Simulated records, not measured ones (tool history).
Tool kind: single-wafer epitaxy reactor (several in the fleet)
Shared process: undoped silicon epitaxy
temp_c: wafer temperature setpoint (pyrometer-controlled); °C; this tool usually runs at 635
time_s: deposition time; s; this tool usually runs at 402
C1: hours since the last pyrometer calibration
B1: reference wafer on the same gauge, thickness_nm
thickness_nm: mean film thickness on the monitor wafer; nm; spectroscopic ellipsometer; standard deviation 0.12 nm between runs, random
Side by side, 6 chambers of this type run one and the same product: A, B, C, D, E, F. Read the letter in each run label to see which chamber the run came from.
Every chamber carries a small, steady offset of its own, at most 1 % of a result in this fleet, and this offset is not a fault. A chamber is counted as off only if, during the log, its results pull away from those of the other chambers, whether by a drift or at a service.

Run 1F, day 0.375: usual settings; C1 1388.7; B1 50.023. Result: thickness_nm 48.759 nm.
Run 2B, day 0.608: usual settings; C1 2251.9; B1 49.967. Result: thickness_nm 48.777 nm.
Run 3C, day 0.817: usual settings; C1 986.1; B1 50.006. Result: thickness_nm 47.902 nm.
Run 4E, day 1.096: usual settings; C1 510.5; B1 50.004. Result: thickness_nm 48.546 nm.
Run 5A, day 1.508: usual settings but temp_c 629 °C, time_s 368 s; C1 678.9; B1 50.004. Result: thickness_nm 38.534 nm.
Run 6D, day 1.767: usual settings but temp_c 629 °C, time_s 368 s; C1 256.7; B1 50.001. Result: thickness_nm 38.623 nm.
Run 7E, day 2.054: usual settings but temp_c 629 °C, time_s 368 s; C1 533.5; B1 50.009. Result: thickness_nm 38.960 nm.
Run 8F, day 2.362: usual settings but temp_c 629 °C, time_s 368 s; C1 1436.4; B1 50.037. Result: thickness_nm 39.083 nm.
Run 9C, day 2.750: usual settings but temp_c 629 °C, time_s 368 s; C1 1032.5; B1 49.988. Result: thickness_nm 38.276 nm.
Run 10B, day 3.038: usual settings but temp_c 629 °C, time_s 368 s; C1 2310.2; B1 50.005. Result: thickness_nm 38.961 nm.
Run 11D, day 3.442: usual settings; C1 296.9; B1 49.994. Result: thickness_nm 48.354 nm.
Run 12A, day 3.692: usual settings; C1 731.3; B1 49.994. Result: thickness_nm 48.536 nm.
Run 13E, day 3.938: usual settings; C1 578.7; B1 49.985. Result: thickness_nm 48.309 nm.
Run 14D, day 4.242: usual settings; C1 316.1; B1 49.976. Result: thickness_nm 48.311 nm.
Run 15B, day 4.554: usual settings; C1 2346.6; B1 49.996. Result: thickness_nm 48.725 nm.
Run 16C, day 5.012: usual settings; C1 1086.8; B1 49.975. Result: thickness_nm 47.947 nm.
Run 17A, day 5.433: usual settings; C1 773.1; B1 49.996. Result: thickness_nm 48.252 nm.
Run 18F, day 5.900: usual settings; C1 1521.3; B1 49.995. Result: thickness_nm 48.616 nm.
Run 19B, day 6.300: usual settings; C1 2388.5; B1 50.000. Result: thickness_nm 48.749 nm.
Run 20A, day 6.733: usual settings; C1 804.3; B1 50.023. Result: thickness_nm 48.806 nm.
Run 21E, day 7.029: usual settings; C1 652.9; B1 50.012. Result: thickness_nm 48.688 nm.
Run 22D, day 7.446: usual settings; C1 393.0; B1 50.038. Result: thickness_nm 48.373 nm.
Run 23F, day 7.783: usual settings; C1 1566.5; B1 49.967. Result: thickness_nm 48.857 nm.
Run 24C, day 8.221: usual settings; C1 1163.8; B1 49.977. Result: thickness_nm 48.130 nm.
Run 25E, day 8.596: usual settings; C1 690.5; B1 49.982. Result: thickness_nm 48.550 nm.
At day 8.838: chamber B: pyrometer calibrated.
Run 26B, day 9.029: usual settings; C1 4.7; B1 49.979. Result: thickness_nm 48.858 nm.
Run 27C, day 9.312: usual settings; C1 1190.0; B1 49.975. Result: thickness_nm 47.942 nm.
Run 28F, day 9.754: usual settings but temp_c 645 °C; C1 1613.8; B1 50.017. Result: thickness_nm 60.967 nm.
Run 29D, day 9.971: usual settings but temp_c 645 °C; C1 453.6; B1 49.990. Result: thickness_nm 60.433 nm.
Run 30A, day 10.179: usual settings but temp_c 645 °C; C1 887.0; B1 50.009. Result: thickness_nm 61.163 nm.
Run 31F, day 10.525: usual settings but temp_c 645 °C; C1 1632.3; B1 50.008. Result: thickness_nm 60.786 nm.
Run 32C, day 10.833: usual settings but temp_c 645 °C; C1 1226.5; B1 49.992. Result: thickness_nm 60.077 nm.
Run 33E, day 11.296: usual settings but temp_c 645 °C; C1 755.3; B1 49.992. Result: thickness_nm 60.731 nm.
Run 34D, day 11.642: usual settings; C1 493.7; B1 50.014. Result: thickness_nm 48.355 nm.
Run 35B, day 11.950: usual settings but temp_c 646 °C, time_s 327 s; C1 74.8; B1 50.039. Result: thickness_nm 50.986 nm.
Run 36A, day 12.338: usual settings but temp_c 646 °C, time_s 327 s; C1 938.8; B1 49.999. Result: thickness_nm 51.267 nm.
Run 37A, day 12.633: usual settings but temp_c 646 °C, time_s 327 s; C1 945.9; B1 50.011. Result: thickness_nm 51.164 nm.
Run 38C, day 13.000: usual settings but temp_c 646 °C, time_s 327 s; C1 1278.5; B1 50.001. Result: thickness_nm 49.852 nm.
Run 39D, day 13.450: usual settings but temp_c 646 °C, time_s 327 s; C1 537.1; B1 49.972. Result: thickness_nm 50.330 nm.
Run 40E, day 13.829: usual settings but temp_c 646 °C, time_s 327 s; C1 816.1; B1 49.971. Result: thickness_nm 50.299 nm.

All chambers now run identical settings, listed one chamber a line with results as question marks. What results will each chamber show?
Run 41A, day 14.167: usual settings but temp_c 650 °C. Result: thickness_nm ?.
Run 41B, day 14.167: usual settings but temp_c 650 °C. Result: thickness_nm ?.
Run 41C, day 14.167: usual settings but temp_c 650 °C. Result: thickness_nm ?.
Run 41D, day 14.167: usual settings but temp_c 650 °C. Result: thickness_nm ?.
Run 41E, day 14.167: usual settings but temp_c 650 °C. Result: thickness_nm ?.
Run 41F, day 14.167: usual settings but temp_c 650 °C. Result: thickness_nm ?.

run  thickness_nm
41A        68.839
41B        68.502
41C        67.232
41D        67.302
41E        67.732
41F        67.406

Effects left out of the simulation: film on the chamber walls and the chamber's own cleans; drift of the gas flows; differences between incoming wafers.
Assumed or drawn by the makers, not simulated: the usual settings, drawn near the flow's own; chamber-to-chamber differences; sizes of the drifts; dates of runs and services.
